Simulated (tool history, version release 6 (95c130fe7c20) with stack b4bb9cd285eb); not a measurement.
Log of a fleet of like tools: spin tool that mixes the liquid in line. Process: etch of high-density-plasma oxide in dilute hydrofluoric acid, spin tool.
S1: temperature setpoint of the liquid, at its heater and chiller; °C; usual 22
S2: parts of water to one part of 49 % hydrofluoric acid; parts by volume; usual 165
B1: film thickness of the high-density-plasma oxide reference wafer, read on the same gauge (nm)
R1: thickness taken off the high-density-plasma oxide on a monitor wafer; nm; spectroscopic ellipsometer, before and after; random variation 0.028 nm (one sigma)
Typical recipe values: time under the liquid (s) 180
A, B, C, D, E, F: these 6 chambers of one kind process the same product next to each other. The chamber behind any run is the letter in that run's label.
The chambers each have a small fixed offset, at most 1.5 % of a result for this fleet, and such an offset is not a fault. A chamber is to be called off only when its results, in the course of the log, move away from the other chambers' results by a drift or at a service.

{"run": "1C", "day": 0.179, "S1": 22, "S2": 165, "time under the liquid (s)": 180, "B1": 70.026, "R1": 4.7734}
{"run": "2B", "day": 0.45, "S1": 22, "S2": 165, "time under the liquid (s)": 180, "B1": 69.988, "R1": 4.7678}
{"run": "3F", "day": 0.75, "S1": 22, "S2": 165, "time under the liquid (s)": 180, "B1": 70, "R1": 4.8169}
{"run": "4E", "day": 1.075, "S1": 22, "S2": 165, "time under the liquid (s)": 180, "B1": 69.998, "R1": 4.7807}
{"run": "5D", "day": 1.321, "S1": 22, "S2": 165, "time under the liquid (s)": 180, "B1": 69.996, "R1": 4.7881}
{"run": "6A", "day": 1.658, "S1": 22, "S2": 165, "time under the liquid (s)": 180, "B1": 69.997, "R1": 4.6718}
{"run": "7C", "day": 1.946, "S1": 22, "S2": 165, "time under the liquid (s)": 180, "B1": 69.978, "R1": 4.7999}
{"run": "8E", "day": 2.288, "S1": 22, "S2": 165, "time under the liquid (s)": 180, "B1": 69.998, "R1": 4.7166}
{"run": "9A", "day": 2.458, "S1": 22, "S2": 165, "time under the liquid (s)": 180, "B1": 69.972, "R1": 4.696}
{"run": "10D", "day": 2.812, "S1": 22, "S2": 200, "time under the liquid (s)": 180, "B1": 69.981, "R1": 3.8202}
{"run": "11B", "day": 3.008, "S1": 22, "S2": 200, "time under the liquid (s)": 180, "B1": 69.96, "R1": 3.8388}
{"run": "12F", "day": 3.354, "S1": 22, "S2": 200, "time under the liquid (s)": 180, "B1": 70.008, "R1": 3.8237}
{"run": "13E", "day": 3.692, "S1": 22, "S2": 200, "time under the liquid (s)": 180, "B1": 69.979, "R1": 3.7284}
{"day": 3.729, "done": "chamber F: thermometer replaced"}
{"run": "14D", "day": 4.017, "S1": 22, "S2": 200, "time under the liquid (s)": 180, "B1": 70.01, "R1": 3.7734}
{"run": "15A", "day": 4.321, "S1": 22, "S2": 200, "time under the liquid (s)": 180, "B1": 70.009, "R1": 3.7979}
{"run": "16C", "day": 4.546, "S1": 24, "S2": 165, "time under the liquid (s)": 180, "B1": 70.01, "R1": 5.0918}
{"run": "17F", "day": 4.812, "S1": 24, "S2": 165, "time under the liquid (s)": 180, "B1": 69.989, "R1": 5.1835}
{"run": "18B", "day": 5.029, "S1": 24, "S2": 165, "time under the liquid (s)": 180, "B1": 70.027, "R1": 5.0313}
{"run": "19E", "day": 5.296, "S1": 24, "S2": 165, "time under the liquid (s)": 180, "B1": 70.033, "R1": 5.1233}
{"run": "20D", "day": 5.604, "S1": 24, "S2": 165, "time under the liquid (s)": 180, "B1": 69.994, "R1": 5.1377}
{"run": "21A", "day": 5.862, "S1": 24, "S2": 165, "time under the liquid (s)": 180, "B1": 69.99, "R1": 5.0585}
{"run": "22C", "day": 6.033, "S1": 22, "S2": 165, "time under the liquid (s)": 180, "B1": 69.996, "R1": 4.7751}
{"run": "23B", "day": 6.308, "S1": 22, "S2": 165, "time under the liquid (s)": 180, "B1": 69.967, "R1": 4.6734}
{"run": "24F", "day": 6.492, "S1": 18, "S2": 100, "time under the liquid (s)": 180, "B1": 70.028, "R1": 7.3257}
{"run": "25D", "day": 6.696, "S1": 18, "S2": 100, "time under the liquid (s)": 180, "B1": 69.984, "R1": 7.2861}
{"run": "26A", "day": 6.904, "S1": 18, "S2": 100, "time under the liquid (s)": 180, "B1": 70.002, "R1": 7.0472}
{"run": "27F", "day": 7.071, "S1": 18, "S2": 100, "time under the liquid (s)": 180, "B1": 70.036, "R1": 7.3217}
{"run": "28C", "day": 7.367, "S1": 18, "S2": 100, "time under the liquid (s)": 180, "B1": 69.954, "R1": 7.1094}
{"run": "29E", "day": 7.583, "S1": 18, "S2": 100, "time under the liquid (s)": 180, "B1": 69.965, "R1": 7.2326}
{"run": "30B", "day": 7.775, "S1": 25, "S2": 165, "time under the liquid (s)": 130, "B1": 69.979, "R1": 3.6936}
{"run": "31A", "day": 7.992, "S1": 25, "S2": 165, "time under the liquid (s)": 130, "B1": 69.995, "R1": 3.8491}
{"run": "32B", "day": 8.246, "S1": 25, "S2": 165, "time under the liquid (s)": 130, "B1": 70.005, "R1": 3.6852}
{"run": "33D", "day": 8.433, "S1": 25, "S2": 165, "time under the liquid (s)": 130, "B1": 69.975, "R1": 3.863}
{"run": "34F", "day": 8.642, "S1": 25, "S2": 165, "time under the liquid (s)": 130, "B1": 69.973, "R1": 3.8769}
{"run": "35E", "day": 8.908, "S1": 25, "S2": 165, "time under the liquid (s)": 130, "B1": 70.004, "R1": 3.8227}
{"run": "36C", "day": 9.225, "S1": 22, "S2": 165, "time under the liquid (s)": 180, "B1": 69.988, "R1": 4.7703}
{"run": "37E", "day": 9.517, "S1": 22, "S2": 165, "time under the liquid (s)": 180, "B1": 70.016, "R1": 4.7601}

Each of the 6 chambers runs these same settings next. Fill in every chamber's results:
{"run": "38A", "day": 9.783, "S1": 22, "S2": 165, "time under the liquid (s)": 100, "R1": "?"}
{"run": "38B", "day": 9.783, "S1": 22, "S2": 165, "time under the liquid (s)": 100, "R1": "?"}
{"run": "38C", "day": 9.783, "S1": 22, "S2": 165, "time under the liquid (s)": 100, "R1": "?"}
{"run": "38D", "day": 9.783, "S1": 22, "S2": 165, "time under the liquid (s)": 100, "R1": "?"}
{"run": "38E", "day": 9.783, "S1": 22, "S2": 165, "time under the liquid (s)": 100, "R1": "?"}
{"run": "38F", "day": 9.783, "S1": 22, "S2": 165, "time under the liquid (s)": 100, "R1": "?"}

run=38A R1=2.6379
run=38B R1=2.4733
run=38C R1=2.6879
run=38D R1=2.6387
run=38E R1=2.6419
run=38F R1=2.6632
